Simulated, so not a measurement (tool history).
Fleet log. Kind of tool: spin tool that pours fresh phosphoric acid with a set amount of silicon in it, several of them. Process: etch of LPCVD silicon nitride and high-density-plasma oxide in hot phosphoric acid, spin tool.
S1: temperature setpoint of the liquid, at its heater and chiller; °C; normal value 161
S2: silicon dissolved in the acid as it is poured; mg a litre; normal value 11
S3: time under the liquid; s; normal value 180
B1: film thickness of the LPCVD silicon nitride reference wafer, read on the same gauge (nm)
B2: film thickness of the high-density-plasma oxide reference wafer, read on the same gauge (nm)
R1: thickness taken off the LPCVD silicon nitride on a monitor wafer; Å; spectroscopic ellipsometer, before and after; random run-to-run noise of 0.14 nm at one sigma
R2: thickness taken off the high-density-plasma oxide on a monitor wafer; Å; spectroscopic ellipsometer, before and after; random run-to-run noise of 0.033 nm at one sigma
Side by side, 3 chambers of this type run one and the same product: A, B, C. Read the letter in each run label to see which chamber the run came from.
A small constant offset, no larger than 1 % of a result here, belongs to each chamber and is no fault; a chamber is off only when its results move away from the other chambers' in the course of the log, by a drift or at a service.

run 1C hour=3.9 | S1=161 S2=11 S3=180 | B1=139.98 B2=100 | R1=175.05 R2=7.2535
run 2B hour=11.5 | S1=161 S2=11 S3=180 | B1=140 B2=100.02 | R1=173.25 R2=6.8925
run 3A hour=19.3 | S1=161 S2=11 S3=180 | B1=140.01 B2=99.984 | R1=173.49 R2=7.2432
run 4B hour=25.5 | S1=161 S2=11 S3=180 | B1=140.01 B2=99.988 | R1=175.3 R2=6.7938
run 5C hour=34 | S1=161 S2=11 S3=180 | B1=139.98 B2=100 | R1=175.58 R2=7.5204
run 6A hour=38.9 | S1=161 S2=4 S3=180 | B1=140 B2=100.01 | R1=173.64 R2=8.5381
run 7B hour=45 | S1=161 S2=4 S3=180 | B1=139.99 B2=100.01 | R1=172.07 R2=8.0516
run 8A hour=53 | S1=161 S2=4 S3=180 | B1=139.97 B2=100.02 | R1=174.91 R2=8.238
run 9C hour=56.7 | S1=161 S2=11 S3=180 | B1=139.99 B2=99.997 | R1=174.58 R2=7.1474
run 10B hour=62.3 | S1=161 S2=11 S3=180 | B1=140 B2=99.988 | R1=173.96 R2=6.9193
run 11A hour=67.4 | S1=158 S2=11 S3=80 | B1=140 B2=100 | R1=70.009 R2=2.5283
run 12C hour=71.1 | S1=158 S2=11 S3=80 | B1=139.99 B2=99.999 | R1=70.264 R2=2.2606
run 13A hour=76.1 | S1=158 S2=11 S3=80 | B1=140.01 B2=100.01 | R1=70.577 R2=2.4482
run 14C hour=82.5 | S1=161 S2=11 S3=180 | B1=140 B2=100 | R1=174.72 R2=6.0979
-- hour=84.9 chamber A: thermometer replaced
run 15B hour=86.4 | S1=161 S2=11 S3=180 | B1=140 B2=100.01 | R1=170.78 R2=6.729
run 16B hour=94.2 | S1=161 S2=11 S3=180 | B1=140 B2=99.99 | R1=169.87 R2=6.8305
run 17A hour=99.1 | S1=161 S2=11 S3=180 | B1=140 B2=99.971 | R1=171.52 R2=7.2477
run 18C hour=106.5 | S1=161 S2=11 S3=180 | B1=140 B2=99.983 | R1=176.89 R2=6.5669
run 19A hour=114.6 | S1=161 S2=11 S3=180 | B1=140 B2=99.967 | R1=172.13 R2=7.2286
run 20C hour=119.8 | S1=161 S2=11 S3=180 | B1=140.01 B2=99.98 | R1=175.2 R2=6.5389
run 21B hour=127.6 | S1=161 S2=11 S3=180 | B1=140.02 B2=99.997 | R1=170.88 R2=5.6935
run 22C hour=134.4 | S1=161 S2=11 S3=180 | B1=140 B2=100 | R1=173.41 R2=6.9002
run 23A hour=141.7 | S1=161 S2=11 S3=180 | B1=140 B2=100.01 | R1=172.07 R2=7.1018
run 24B hour=148.5 | S1=161 S2=11 S3=180 | B1=139.99 B2=99.983 | R1=166.11 R2=6.2398
run 25C hour=154.9 | S1=161 S2=11 S3=180 | B1=140.01 B2=100.01 | R1=173.48 R2=6.3986
run 26B hour=159.7 | S1=161 S2=11 S3=180 | B1=139.99 B2=100.01 | R1=165.09 R2=6.5971
run 27A hour=167.7 | S1=161 S2=11 S3=180 | B1=139.99 B2=99.991 | R1=172.29 R2=7.069
run 28A hour=171.5 | S1=161 S2=11 S3=180 | B1=140 B2=99.997 | R1=173.41 R2=7.2505
run 29C hour=176.1 | S1=161 S2=19.5 S3=180 | B1=140 B2=99.993 | R1=172.77 R2=5.6962
run 30B hour=180.5 | S1=161 S2=19.5 S3=180 | B1=140.01 B2=100.02 | R1=162.74 R2=5.1841

Next, all 3 chambers run the settings below, one line each with question marks for the results. What does each chamber give?
run 31A hour=186.6 | S1=162 S2=11 S3=180 | R1=? R2=?
run 31B hour=186.6 | S1=162 S2=11 S3=180 | R1=? R2=?
run 31C hour=186.6 | S1=162 S2=11 S3=180 | R1=? R2=?

run=31A R1=175.96 R2=7.5416
run=31B R1=166.77 R2=6.3464
run=31C R1=179.63 R2=7.0509
